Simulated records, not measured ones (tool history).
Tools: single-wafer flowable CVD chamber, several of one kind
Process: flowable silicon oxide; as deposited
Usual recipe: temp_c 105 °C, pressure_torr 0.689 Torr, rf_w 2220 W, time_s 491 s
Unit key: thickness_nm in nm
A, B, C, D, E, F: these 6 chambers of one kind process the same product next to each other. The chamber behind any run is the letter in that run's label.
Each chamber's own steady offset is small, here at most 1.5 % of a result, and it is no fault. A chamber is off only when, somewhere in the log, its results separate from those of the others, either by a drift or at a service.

| run | hour | temp_c | pressure_torr | rf_w | time_s | hours since the last thermocouple change | hours since the last RF generator calibration | hours since the last manometer calibration | read-back reference wafer on the same gauge, thickness_nm | thickness_nm |
|---|---|---|---|---|---|---|---|---|---|---|
| 1B | 10.3 | 105 | 0.689 | 2220 | 491 | 413.2 | 847.1 | 1900.4 | 192.05 | 212.16 |
| 2D | 19.5 | 105 | 0.689 | 2220 | 491 | 1670.7 | 1995.8 | 924.8 | 192.03 | 208.8 |
| 3F | 28.1 | 105 | 0.689 | 2220 | 491 | 1323.4 | 610.6 | 2482.3 | 191.92 | 213.34 |
| 4A | 38.1 | 105 | 0.689 | 2220 | 491 | 1701.5 | 2316.1 | 197.2 | 191.97 | 211.93 |
| 5C | 44.2 | 105 | 0.689 | 2220 | 491 | 1566.8 | 599.1 | 120.1 | 191.97 | 208.57 |
| 6E | 54.7 | 105 | 0.689 | 2220 | 491 | 531.8 | 258.9 | 209.2 | 191.8 | 209.43 |
| 7B | 66.4 | 105 | 0.689 | 2220 | 491 | 469.3 | 903.2 | 1956.5 | 191.94 | 211.54 |
| 8F | 75.3 | 105 | 0.689 | 2220 | 491 | 1370.6 | 657.8 | 2529.5 | 191.84 | 215.15 |
| 9A | 83.4 | 105 | 0.689 | 2220 | 491 | 1746.8 | 2361.4 | 242.5 | 191.86 | 212.44 |
| 10E | 89.2 | 105 | 0.689 | 2220 | 491 | 566.3 | 293.4 | 243.7 | 192.06 | 208.94 |
| 11D | 98.9 | 105 | 0.689 | 2220 | 491 | 1750.1 | 2075.2 | 1004.2 | 192.17 | 208.19 |
| 12C | 108.6 | 105 | 0.689 | 2220 | 491 | 1631.2 | 663.5 | 184.5 | 192.1 | 208.7 |
| 13C | 114.4 | 105 | 0.689 | 2220 | 491 | 1637 | 669.3 | 190.3 | 192.13 | 208.56 |
| 14B | 124 | 105 | 0.689 | 2220 | 491 | 526.9 | 960.8 | 2014.1 | 192.09 | 211.05 |
| 15D | 136.5 | 105 | 0.689 | 2220 | 491 | 1787.7 | 2112.8 | 1041.8 | 192.07 | 208.27 |
| 16E | 146.4 | 105 | 0.689 | 2220 | 491 | 623.5 | 350.6 | 300.9 | 192.15 | 210.71 |
| 17F | 158.3 | 105 | 0.689 | 2220 | 491 | 1453.6 | 740.8 | 2612.5 | 191.99 | 213.02 |
| 18A | 166.1 | 97 | 0.689 | 2220 | 491 | 1829.5 | 2444.1 | 325.2 | 191.81 | 276.06 |
|  | 169 | chamber B: RF generator calibrated |
| 19A | 173.8 | 97 | 0.689 | 2220 | 491 | 1837.2 | 2451.8 | 332.9 | 192.11 | 274.69 |
| 20C | 179.6 | 97 | 0.689 | 2220 | 491 | 1702.2 | 734.5 | 255.5 | 192.09 | 271.72 |
| 21E | 185.3 | 97 | 0.689 | 2220 | 491 | 662.4 | 389.5 | 339.8 | 191.86 | 275.83 |
| 22F | 197.8 | 97 | 0.689 | 2220 | 491 | 1493.1 | 780.3 | 2652 | 192.05 | 278.97 |
| 23D | 210.4 | 97 | 0.689 | 2220 | 491 | 1861.6 | 2186.7 | 1115.7 | 191.95 | 270.74 |
| 24B | 219.6 | 105 | 0.689 | 2220 | 491 | 622.5 | 50.7 | 2109.7 | 191.78 | 214.09 |
|  | 226.7 | chamber A: RF generator calibrated |
| 25C | 230.6 | 105 | 0.689 | 2220 | 491 | 1753.2 | 785.5 | 306.5 | 192.07 | 210.22 |
| 26E | 243.1 | 105 | 0.689 | 2220 | 491 | 720.2 | 447.3 | 397.6 | 192.08 | 207.41 |
| 27F | 249.1 | 119 | 0.577 | 2220 | 491 | 1544.4 | 831.6 | 2703.3 | 192.21 | 106.77 |
| 28B | 259.4 | 119 | 0.577 | 2220 | 491 | 662.3 | 90.5 | 2149.5 | 192.17 | 106.91 |
| 29D | 265.7 | 119 | 0.577 | 2220 | 491 | 1916.9 | 2242 | 1171 | 191.93 | 102.71 |
| 30A | 277 | 119 | 0.577 | 2220 | 491 | 1940.4 | 50.3 | 436.1 | 192.09 | 106.42 |
| 31A | 289.6 | 119 | 0.577 | 2220 | 491 | 1953 | 62.9 | 448.7 | 191.91 | 105.87 |
| 32D | 298.3 | 119 | 0.577 | 2220 | 491 | 1949.5 | 2274.6 | 1203.6 | 191.97 | 102.8 |
| 33E | 309.6 | 105 | 0.689 | 2220 | 491 | 786.7 | 513.8 | 464.1 | 192.2 | 209.24 |
|  | 314.5 | chamber A: thermocouple changed; heater temperature recalibrated |
| 34F | 315.9 | 105 | 0.689 | 2220 | 491 | 1611.2 | 898.4 | 2770.1 | 192.02 | 213.23 |
| 35C | 324.9 | 105 | 0.689 | 2220 | 491 | 1847.5 | 879.8 | 400.8 | 192.08 | 211.87 |
|  | 335.5 | chamber F: RF generator calibrated |
| 36B | 337.6 | 105 | 0.689 | 2220 | 491 | 740.5 | 168.7 | 2227.7 | 191.89 | 211.24 |
| 37F | 348.5 | 105 | 0.689 | 2220 | 491 | 1643.8 | 13.1 | 2802.7 | 192.16 | 214.3 |
| 38C | 360.6 | 105 | 0.689 | 2440 | 491 | 1883.2 | 915.5 | 436.5 | 192.12 | 215.21 |
| 39A | 366.9 | 105 | 0.689 | 2440 | 491 | 52.4 | 140.2 | 526 | 192.01 | 212.73 |
| 40D | 379.2 | 105 | 0.689 | 2440 | 491 | 2030.4 | 2355.5 | 1284.5 | 192.14 | 207.37 |
| 41E | 385.7 | 105 | 0.689 | 2440 | 491 | 862.8 | 589.9 | 540.2 | 191.82 | 209.93 |
| 42B | 392.7 | 105 | 0.689 | 2440 | 491 | 795.6 | 223.8 | 2282.8 | 191.91 | 213.93 |
| 43C | 402.2 | 105 | 0.689 | 2440 | 491 | 1924.8 | 957.1 | 478.1 | 191.98 | 213.33 |

Read the log: is a single chamber off, either drifting away or since a service, is the gauge that measures every chamber drifting, or is nothing wrong beyond small per-chamber offsets? Name any odd chamber and what most likely caused it.

Chamber D drifts away from the others.
Likeliest cause: true pressure below the setpoint (%) = 2.37.
The log may not tell that from: wafer temperature above the value expected at the setpoint (K).

Here are 4 candidates for chamber D's next run, each the usual settings with a change, their results left as question marks. Which one brings its results back in line with what the others give on the usual settings?
In-line tolerance around the mean of the other chambers on the usual settings: thickness_nm 3.7 nm
| 44D-1 | 411.5 | 105 | 0.704 | 2225 | 496 |  |  |  |  | ? |
| 44D-2 | 411.5 | 105 | 0.733 | 2220 | 491 |  |  |  |  | ? |
| 44D-3 | 411.5 | 107 | 0.676 | 2215 | 491 |  |  |  |  | ? |
| 44D-4 | 411.5 | 106 | 0.689 | 2220 | 488 |  |  |  |  | ? |

On the usual settings, the other chambers give on average: thickness_nm 211.49 nm
| run | thickness_nm |
|---|---|
| 44D-1 | 211.64 |
| 44D-2 | 221.55 |
| 44D-3 | 185.32 |
| 44D-4 | 195.48 |
The answer is 44D-1, which returns the chamber to within the allowed miss of the others.
